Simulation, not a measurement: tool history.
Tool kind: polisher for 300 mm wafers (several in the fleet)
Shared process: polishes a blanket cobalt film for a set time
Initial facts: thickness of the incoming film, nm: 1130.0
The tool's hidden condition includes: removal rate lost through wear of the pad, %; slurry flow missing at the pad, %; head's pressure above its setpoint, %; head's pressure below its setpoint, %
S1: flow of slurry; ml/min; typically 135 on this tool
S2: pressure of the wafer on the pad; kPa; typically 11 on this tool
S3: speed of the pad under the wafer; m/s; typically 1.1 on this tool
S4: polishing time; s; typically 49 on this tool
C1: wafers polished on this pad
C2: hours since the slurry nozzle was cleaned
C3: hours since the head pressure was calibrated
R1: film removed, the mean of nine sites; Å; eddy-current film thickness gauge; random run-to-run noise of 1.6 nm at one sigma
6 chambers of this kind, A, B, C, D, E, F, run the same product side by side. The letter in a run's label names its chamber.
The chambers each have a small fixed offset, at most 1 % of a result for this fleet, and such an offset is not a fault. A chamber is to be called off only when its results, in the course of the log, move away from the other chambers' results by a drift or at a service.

run   hour   S1    S2    S3  S4    C1     C2     C3      R1
 1B    5.6  135    11   1.1  49   270  238.5   45.1  2447.1
 2A   12.3  135    11   1.1  49   546  401.5    556  2436.8
      13.8  -- chamber A: worn pad replaced by a new one
 3D   17.7  135    11   1.1  49  1022  706.5  338.9  2449.2
 4C   23.7  135    11   1.1  49   465  348.2  347.1  2412.6
      26.7  -- chamber D: slurry nozzle cleaned
 5E   27.9  135    11  0.86  54   797  219.4   31.6  2126.4
      31.1  -- chamber B: worn pad replaced by a new one
 6F   33.2  135    11  0.86  54   627  100.2  613.7  2108.3
 7F     37  135    11  0.86  54   669    104  617.5  2109.6
      39.2  -- chamber E: worn pad replaced by a new one
 8B   43.4  135    11  0.86  54   137  276.3   82.9  2084.9
 9E     48  135    11  0.86  54    98  239.5   51.7  2126.3
      50.2  -- chamber D: worn pad replaced by a new one
10A   55.3  135    11  0.86  54   461  444.5    599  2093.5
11C   59.7  135    11   1.1  49   865  384.2  383.1  2423.3
12D   65.8  135    11   1.1  49   174   39.2    387  2439.5
      65.9  -- chamber A: worn pad replaced by a new one
      69.4  -- chamber C: worn pad replaced by a new one
13F   72.6  135    11   1.1  49  1065  139.6  653.1  2414.7
14E   77.8  135    11   1.1  49   429  269.3   81.5  2460.5
15C   83.6  135    11   1.1  49   158  408.1    407  2417.9
16D   88.6  135    11   1.1  49   427     62  409.8  2443.6
17A     95  135    11   1.1  49   323  484.2  638.7  2431.8
      95.3  -- chamber B: worn pad replaced by a new one
      98.2  -- chamber C: slurry nozzle cleaned
18B   99.9  135    11   1.1  49    52  332.8  139.4  2445.9
19C  105.3  135    11   1.1  49   399    7.2  428.7  2411.4
20A    112  135    11   1.1  49   512  501.2  655.7  2435.2
     114.3  -- chamber A: worn pad replaced by a new one
21D  119.1  135    11  1.38  57   766   92.5  440.3  3531.9
     119.4  -- chamber F: worn pad replaced by a new one
22E  124.9  135    11  1.38  57   952  316.4  128.6  3562.1
23F  131.5  135    11  1.38  57   134  198.5    712  3546.6
24B  135.4  135    11  1.38  57   446  368.3  174.9  3523.2
     139.2  -- chamber E: worn pad replaced by a new one
25E  142.5  135    11  1.38  57    36    334  146.2    3563
     143.2  -- chamber F: head pressure recalibrated
     145.4  -- chamber B: worn pad replaced by a new one
26A  148.2  135    11  1.38  57   377  537.4  691.9  3519.3
     153.5  -- chamber D: worn pad replaced by a new one
27F  155.2  135    11   1.1  49   397  222.2     12  2625.4
28D  161.6  135  14.5   1.1  63    90    135  482.8  4110.9
     161.7  -- chamber A: worn pad replaced by a new one
29B  168.3  135  14.5   1.1  63   254  401.2  207.8  4145.6
30C  173.6  135  14.5   1.1  63  1157   75.5    497  4049.8
     174.8  -- chamber C: worn pad replaced by a new one
31C  179.7  135  14.5   1.1  63    54   81.6  503.1  4079.7
32F    187  135  14.5   1.1  63   750    254   43.8  4440.4
33B  191.1  135  14.5   1.1  63   507    424  230.6  4060.4
34E  198.6  135    11   1.1  49   659  390.1  202.3  2469.8
35A  205.3  135    11   1.1  49   485  594.5    749  2423.6
     208.1  -- chamber B: worn pad replaced by a new one
     209.1  -- chamber A: worn pad replaced by a new one
36D  210.6  135    11   1.1  49   635    184  531.8  2447.4
37F  216.7  135    11  0.88  49  1080  283.7   73.5    2112
38A    223  135    11  0.88  49   155  612.2  766.7  1948.9
39B  227.5  135    11  0.88  49   215  460.4    267  1930.3
40C  232.8  135    11  0.88  49   644  134.7  556.2  1945.3
41D  239.1  135    11  0.88  49   951  212.5  560.3  1978.3

What goes on in this fleet: one chamber off, a drifting gauge, or nothing beyond the chambers' own small offsets? Name the chamber and the cause, if any.

The work done on chamber F during a service left it standing apart from the others.
Likeliest cause: head's pressure above its setpoint, % = 7.41.

Here are 4 candidates for chamber F's next run, each the usual settings with a change, their results left as question marks. Which one brings its results back in line with what the others give on the usual settings?
In-line tolerance around the mean of the other chambers on the usual settings: R1 55 Å
42F-1  244.5  110  11   1.1  49               ?
42F-2  244.5  135  11  1.06  47               ?
42F-3  244.5  135  11   1.1  53               ?
42F-4  244.5  135  11  1.12  50               ?

Mean of the other chambers on the usual settings: R1 2430.7 Å
  run      R1
42F-1  2522.8
42F-2  2436.4
42F-3  2850.1
42F-4  2737.3
Change 42F-2 lands the chamber within the allowed miss of the other chambers.
